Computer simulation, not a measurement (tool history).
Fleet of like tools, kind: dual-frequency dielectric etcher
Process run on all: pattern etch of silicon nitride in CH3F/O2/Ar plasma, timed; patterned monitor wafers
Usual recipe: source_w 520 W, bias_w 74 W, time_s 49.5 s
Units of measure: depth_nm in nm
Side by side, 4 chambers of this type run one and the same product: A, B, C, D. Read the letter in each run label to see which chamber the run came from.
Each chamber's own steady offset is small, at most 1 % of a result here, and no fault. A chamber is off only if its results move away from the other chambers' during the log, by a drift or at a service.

run   hour  source_w  bias_w  time_s  read-back reference wafer on the same gauge, depth_nm  depth_nm
 1C    4.8       520      74    49.5                                                  42.37    39.467
 2A    9.8       520      74    49.5                                                 42.416    38.363
 3D   12.8       520      74    49.5                                                 42.388    38.131
 4B   17.6       520      74    49.5                                                  42.33    38.474
 5B   20.4       520      74    49.5                                                 42.409     38.55
 6A   23.3       520      74    49.5                                                 42.439    38.564
 7D   28.5       620      74    49.5                                                 42.417    41.119
 8C   33.4       620      74    49.5                                                 42.392    41.835
 9D   37.8       620      74    49.5                                                 42.388    41.143
10C   42.8       620      74    49.5                                                  42.39    41.763
11B   47.4       520      74    49.5                                                 42.382    38.612
12A   50.5       520      74    49.5                                                 42.394     39.03
13B   54.6       520      74    49.5                                                 42.374    38.738
14D   57.2       520      74    49.5                                                 42.406     38.26
15C   61.8       520      74    49.5                                                 42.448    38.661
16A     66       520      74    49.5                                                 42.386    38.851
17D   69.7       520      74    49.5                                                 42.364    38.383
18C   75.2       520      74    49.5                                                 42.395    38.562
19B     79       620      57    49.5                                                 42.376    38.056
20A   82.8       620      57    49.5                                                 42.423    38.202
21D   87.2       620      57    49.5                                                 42.441    37.712
22C   92.5       620      57    49.5                                                 42.402    37.623
23B   97.1       520      74    49.5                                                  42.35    38.655
24A  101.6       590      74    49.5                                                 42.413    40.627
25D  106.1       590      74    49.5                                                 42.392    40.623
26C  109.1       590      74    49.5                                                 42.398    40.116
27A  113.9       590      74    49.5                                                 42.375    41.016
28B  117.3       400      74    49.5                                                 42.363    34.992
29B  121.2       400      74    49.5                                                 42.391    35.094
30A    125       400      74    49.5                                                 42.406    35.056
31C  129.2       400      74    49.5                                                 42.404    34.169
32D  132.2       520      74    49.5                                                 42.433    38.619
33B  137.1       520      74    49.5                                                 42.389    38.749
34A  141.3       520      74    49.5                                                 42.407    39.191
35C  145.7       520      74    49.5                                                 42.394    37.303
36D  149.2       520      74    49.5                                                 42.385     38.51
37B    155       520      74    49.5                                                 42.369    38.717
38A  157.6       520      74    49.5                                                 42.411    38.711
39D  161.9       520      74    49.5                                                 42.429    38.345
40C  165.1       520      74    49.5                                                 42.393    37.308

All chambers now run identical settings, listed one chamber a line with results as question marks. What results will each chamber show?
41A  169.3       520      86    49.5                                                                ?
41B  169.3       520      86    49.5                                                                ?
41C  169.3       520      86    49.5                                                                ?
41D  169.3       520      86    49.5                                                                ?

run  depth_nm
41A    41.175
41B      40.6
41C    38.961
41D    40.378
